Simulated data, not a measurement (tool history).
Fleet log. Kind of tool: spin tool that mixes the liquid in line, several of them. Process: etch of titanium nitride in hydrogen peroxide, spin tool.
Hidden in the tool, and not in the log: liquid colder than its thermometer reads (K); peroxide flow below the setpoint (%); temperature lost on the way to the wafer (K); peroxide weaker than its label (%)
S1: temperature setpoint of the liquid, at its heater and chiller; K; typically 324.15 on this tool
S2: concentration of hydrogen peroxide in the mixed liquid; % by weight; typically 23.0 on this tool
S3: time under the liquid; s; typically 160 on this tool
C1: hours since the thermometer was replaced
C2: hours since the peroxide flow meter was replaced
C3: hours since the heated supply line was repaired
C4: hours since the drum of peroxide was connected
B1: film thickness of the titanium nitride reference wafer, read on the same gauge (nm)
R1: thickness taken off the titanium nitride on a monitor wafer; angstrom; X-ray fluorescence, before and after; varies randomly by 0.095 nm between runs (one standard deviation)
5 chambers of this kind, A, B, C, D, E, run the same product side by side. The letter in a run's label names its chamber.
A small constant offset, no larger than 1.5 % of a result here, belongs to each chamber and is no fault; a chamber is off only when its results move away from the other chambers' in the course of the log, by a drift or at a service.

| run | hour | S1 | S2 | S3 | C1 | C2 | C3 | C4 | B1 | R1 |
|---|---|---|---|---|---|---|---|---|---|---|
| 1C | 10.9 | 324.15 | 23.0 | 160 | 931.2 | 922.5 | 2254.7 | 643.2 | 89.980 | 148.36 |
|  | 23.1 | chamber E: thermometer replaced |
| 2B | 23.4 | 324.15 | 23.0 | 160 | 1469.2 | 947.2 | 877.7 | 53.8 | 90.022 | 144.89 |
|  | 29.9 | chamber A: new drum of peroxide connected |
|  | 31.5 | chamber D: new drum of peroxide connected |
| 3E | 34.7 | 324.15 | 23.0 | 160 | 11.7 | 744.2 | 1124.6 | 494.9 | 89.970 | 147.22 |
| 4D | 43.0 | 324.15 | 23.0 | 160 | 989.5 | 1132.1 | 1699.8 | 11.6 | 90.040 | 146.40 |
| 5A | 48.6 | 324.15 | 23.0 | 160 | 1162.4 | 144.4 | 784.9 | 18.7 | 90.005 | 145.50 |
| 6C | 56.4 | 324.15 | 23.0 | 160 | 976.7 | 968.0 | 2300.2 | 688.7 | 89.966 | 149.55 |
| 7B | 66.8 | 324.15 | 23.0 | 160 | 1512.6 | 990.6 | 921.1 | 97.2 | 89.993 | 143.11 |
| 8A | 79.5 | 324.15 | 23.0 | 160 | 1193.3 | 175.3 | 815.8 | 49.6 | 89.986 | 146.98 |
| 9D | 88.5 | 324.15 | 23.0 | 160 | 1035.0 | 1177.6 | 1745.3 | 57.1 | 90.017 | 148.34 |
| 10E | 101.1 | 324.15 | 23.0 | 160 | 78.1 | 810.6 | 1191.0 | 561.3 | 89.979 | 147.47 |
| 11C | 108.1 | 324.15 | 23.0 | 160 | 1028.4 | 1019.7 | 2351.9 | 740.4 | 89.981 | 147.67 |
| 12D | 114.2 | 324.15 | 23.0 | 160 | 1060.7 | 1203.3 | 1771.0 | 82.8 | 90.019 | 149.09 |
|  | 124.3 | chamber E: new drum of peroxide connected |
| 13E | 125.3 | 324.15 | 23.0 | 160 | 102.3 | 834.8 | 1215.2 | 1.1 | 89.988 | 148.37 |
| 14B | 138.1 | 324.15 | 26.5 | 225 | 1583.9 | 1061.9 | 992.4 | 168.5 | 89.988 | 210.54 |
| 15A | 149.2 | 324.15 | 26.5 | 225 | 1263.0 | 245.0 | 885.5 | 119.3 | 90.038 | 212.18 |
| 16E | 157.6 | 324.15 | 26.5 | 225 | 134.6 | 867.1 | 1247.5 | 33.4 | 90.010 | 214.61 |
| 17D | 164.2 | 324.15 | 26.5 | 225 | 1110.7 | 1253.3 | 1821.0 | 132.8 | 90.005 | 216.69 |
| 18C | 170.2 | 324.15 | 26.5 | 225 | 1090.5 | 1081.8 | 2414.0 | 802.5 | 89.968 | 211.29 |
| 19B | 181.4 | 324.15 | 23.0 | 160 | 1627.2 | 1105.2 | 1035.7 | 211.8 | 89.951 | 144.36 |
|  | 181.8 | chamber D: peroxide flow meter replaced |
| 20A | 194.1 | 324.15 | 23.0 | 160 | 1307.9 | 289.9 | 930.4 | 164.2 | 89.990 | 146.37 |
| 21A | 203.2 | 324.15 | 23.0 | 160 | 1317.0 | 299.0 | 939.5 | 173.3 | 90.004 | 146.45 |
| 22B | 210.4 | 324.15 | 23.0 | 160 | 1656.2 | 1134.2 | 1064.7 | 240.8 | 90.018 | 145.94 |
| 23E | 221.4 | 324.15 | 23.0 | 160 | 198.4 | 930.9 | 1311.3 | 97.2 | 90.041 | 147.03 |
| 24C | 230.1 | 324.15 | 23.0 | 160 | 1150.4 | 1141.7 | 2473.9 | 862.4 | 90.016 | 148.91 |
| 25D | 241.7 | 324.15 | 23.0 | 160 | 1188.2 | 60.0 | 1898.5 | 210.3 | 89.981 | 148.00 |
|  | 249.8 | chamber A: thermometer replaced |
| 26B | 253.7 | 324.15 | 23.0 | 160 | 1699.5 | 1177.5 | 1108.0 | 284.1 | 90.044 | 142.83 |
| 27A | 264.3 | 324.15 | 23.0 | 160 | 14.5 | 360.1 | 1000.6 | 234.4 | 89.986 | 146.76 |
|  | 265.9 | chamber C: peroxide flow meter replaced |
| 28E | 271.3 | 324.15 | 23.0 | 160 | 248.3 | 980.8 | 1361.2 | 147.1 | 90.009 | 147.95 |
| 29C | 280.0 | 324.15 | 23.0 | 160 | 1200.3 | 14.1 | 2523.8 | 912.3 | 90.011 | 147.66 |
| 30D | 291.4 | 324.15 | 23.0 | 160 | 1237.9 | 109.7 | 1948.2 | 260.0 | 90.001 | 147.59 |
| 31C | 298.6 | 324.15 | 23.0 | 160 | 1218.9 | 32.7 | 2542.4 | 930.9 | 89.993 | 148.36 |
| 32E | 311.3 | 324.15 | 23.0 | 160 | 288.3 | 1020.8 | 1401.2 | 187.1 | 90.009 | 147.26 |

Has any chamber moved away from the others, gradually or after a service, or does the common gauge drift, or do the chambers differ only by their own small steady offsets? State the chamber and the most likely cause if one applies.

No chamber is off and the gauge is stable; the differences are just each chamber's small, constant offset.
